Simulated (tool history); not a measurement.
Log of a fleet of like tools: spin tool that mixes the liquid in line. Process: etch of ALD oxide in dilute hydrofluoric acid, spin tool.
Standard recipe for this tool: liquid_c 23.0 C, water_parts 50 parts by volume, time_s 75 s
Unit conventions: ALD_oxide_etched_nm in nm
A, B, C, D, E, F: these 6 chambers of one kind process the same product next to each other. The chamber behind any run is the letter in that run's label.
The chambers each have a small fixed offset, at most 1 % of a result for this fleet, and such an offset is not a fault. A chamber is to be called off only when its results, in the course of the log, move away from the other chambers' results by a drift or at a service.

| run | hour | liquid_c | water_parts | time_s | hours since the thermometer was replaced | hours since the hydrofluoric acid flow meter was replaced | read-back film thickness of the ALD oxide reference wafer, read on the same gauge (nm) | ALD_oxide_etched_nm |
|---|---|---|---|---|---|---|---|---|
| 1E | 3.5 | 23.0 | 50 | 75 | 536.8 | 255.8 | 80.003 | 30.963 |
| 2C | 7.1 | 23.0 | 50 | 75 | 211.8 | 184.8 | 79.994 | 30.786 |
| 3D | 10.0 | 23.0 | 50 | 75 | 1589.9 | 1612.0 | 80.007 | 30.916 |
| 4F | 13.8 | 23.0 | 50 | 75 | 1763.7 | 823.3 | 79.998 | 31.084 |
| 5A | 17.9 | 23.0 | 50 | 75 | 1170.0 | 2617.1 | 79.998 | 30.613 |
| 6B | 22.1 | 23.0 | 50 | 75 | 344.2 | 840.3 | 79.962 | 30.725 |
| 7B | 25.4 | 27.5 | 40 | 75 | 347.5 | 843.6 | 79.986 | 47.320 |
| 8A | 29.3 | 27.5 | 40 | 75 | 1181.4 | 2628.5 | 79.947 | 47.515 |
| 9D | 31.3 | 27.5 | 40 | 75 | 1611.2 | 1633.3 | 80.046 | 47.133 |
| 10F | 34.3 | 27.5 | 40 | 75 | 1784.2 | 843.8 | 80.006 | 47.446 |
| 11C | 38.6 | 27.5 | 40 | 75 | 243.3 | 216.3 | 79.968 | 47.083 |
| 12E | 40.5 | 27.5 | 40 | 75 | 573.8 | 292.8 | 79.968 | 47.307 |
| 13F | 42.8 | 23.0 | 50 | 75 | 1792.7 | 852.3 | 79.972 | 31.005 |
| 14D | 44.8 | 23.0 | 50 | 75 | 1624.7 | 1646.8 | 79.996 | 30.844 |
| 15E | 48.8 | 23.0 | 50 | 75 | 582.1 | 301.1 | 79.971 | 30.947 |
| 16B | 51.5 | 23.0 | 50 | 75 | 373.6 | 869.7 | 80.006 | 30.795 |
| 17A | 55.2 | 23.0 | 50 | 75 | 1207.3 | 2654.4 | 80.001 | 30.827 |
| 18C | 58.7 | 23.0 | 50 | 75 | 263.4 | 236.4 | 80.022 | 30.679 |
| 19F | 61.3 | 23.0 | 50 | 75 | 1811.2 | 870.8 | 80.002 | 31.085 |
| 20B | 63.6 | 23.0 | 50 | 75 | 385.7 | 881.8 | 79.978 | 30.818 |
| 21E | 66.4 | 23.0 | 50 | 75 | 599.7 | 318.7 | 79.984 | 30.919 |
| 22A | 70.2 | 23.0 | 50 | 75 | 1222.3 | 2669.4 | 79.986 | 30.849 |
| 23C | 73.6 | 23.0 | 50 | 75 | 278.3 | 251.3 | 79.980 | 30.749 |
|  | 74.2 | chamber F: thermometer replaced |
| 24D | 78.1 | 23.0 | 50 | 75 | 1658.0 | 1680.1 | 79.951 | 30.959 |
| 25B | 81.8 | 23.0 | 50 | 75 | 403.9 | 900.0 | 79.993 | 30.729 |
| 26F | 85.1 | 27.5 | 50 | 45 | 10.9 | 894.6 | 79.999 | 22.499 |
| 27D | 88.0 | 27.5 | 50 | 45 | 1667.9 | 1690.0 | 79.999 | 22.134 |
| 28A | 91.5 | 27.5 | 50 | 45 | 1243.6 | 2690.7 | 80.002 | 22.376 |
| 29C | 94.3 | 27.5 | 50 | 45 | 299.0 | 272.0 | 79.980 | 22.337 |
| 30E | 96.8 | 27.5 | 50 | 45 | 630.1 | 349.1 | 79.963 | 22.365 |
| 31C | 100.0 | 27.5 | 50 | 45 | 304.7 | 277.7 | 79.975 | 22.241 |
| 32B | 102.7 | 23.0 | 50 | 75 | 424.8 | 920.9 | 79.967 | 30.619 |
| 33D | 105.2 | 23.0 | 50 | 75 | 1685.1 | 1707.2 | 80.004 | 30.864 |
| 34E | 107.2 | 23.0 | 50 | 75 | 640.5 | 359.5 | 80.017 | 31.114 |
| 35A | 110.2 | 23.0 | 50 | 75 | 1262.3 | 2709.4 | 80.021 | 30.941 |
| 36F | 112.9 | 23.0 | 50 | 75 | 38.7 | 922.4 | 80.017 | 31.057 |
| 37D | 115.7 | 23.0 | 50 | 75 | 1695.6 | 1717.7 | 79.981 | 30.920 |
| 38B | 120.2 | 23.0 | 75 | 75 | 442.3 | 938.4 | 79.976 | 19.818 |
| 39A | 122.6 | 23.0 | 75 | 75 | 1274.7 | 2721.8 | 79.980 | 19.863 |
|  | 125.2 | chamber D: hydrofluoric acid flow meter replaced |
| 40E | 125.5 | 23.0 | 75 | 75 | 658.8 | 377.8 | 79.989 | 20.003 |
| 41F | 129.6 | 23.0 | 75 | 75 | 55.4 | 939.1 | 80.005 | 19.868 |
| 42C | 132.0 | 23.0 | 75 | 75 | 336.7 | 309.7 | 80.011 | 19.873 |
| 43D | 134.1 | 23.0 | 75 | 75 | 1714.0 | 8.9 | 79.979 | 19.751 |

All 6 chambers run these settings next. Forecast each chamber's results:
| 44A | 137.3 | 23.0 | 50 | 75 |  |  |  | ? |
| 44B | 137.3 | 23.0 | 50 | 75 |  |  |  | ? |
| 44C | 137.3 | 23.0 | 50 | 75 |  |  |  | ? |
| 44D | 137.3 | 23.0 | 50 | 75 |  |  |  | ? |
| 44E | 137.3 | 23.0 | 50 | 75 |  |  |  | ? |
| 44F | 137.3 | 23.0 | 50 | 75 |  |  |  | ? |

| run | ALD_oxide_etched_nm |
|---|---|
| 44A | 30.978 |
| 44B | 30.693 |
| 44C | 30.844 |
| 44D | 30.714 |
| 44E | 30.947 |
| 44F | 30.990 |
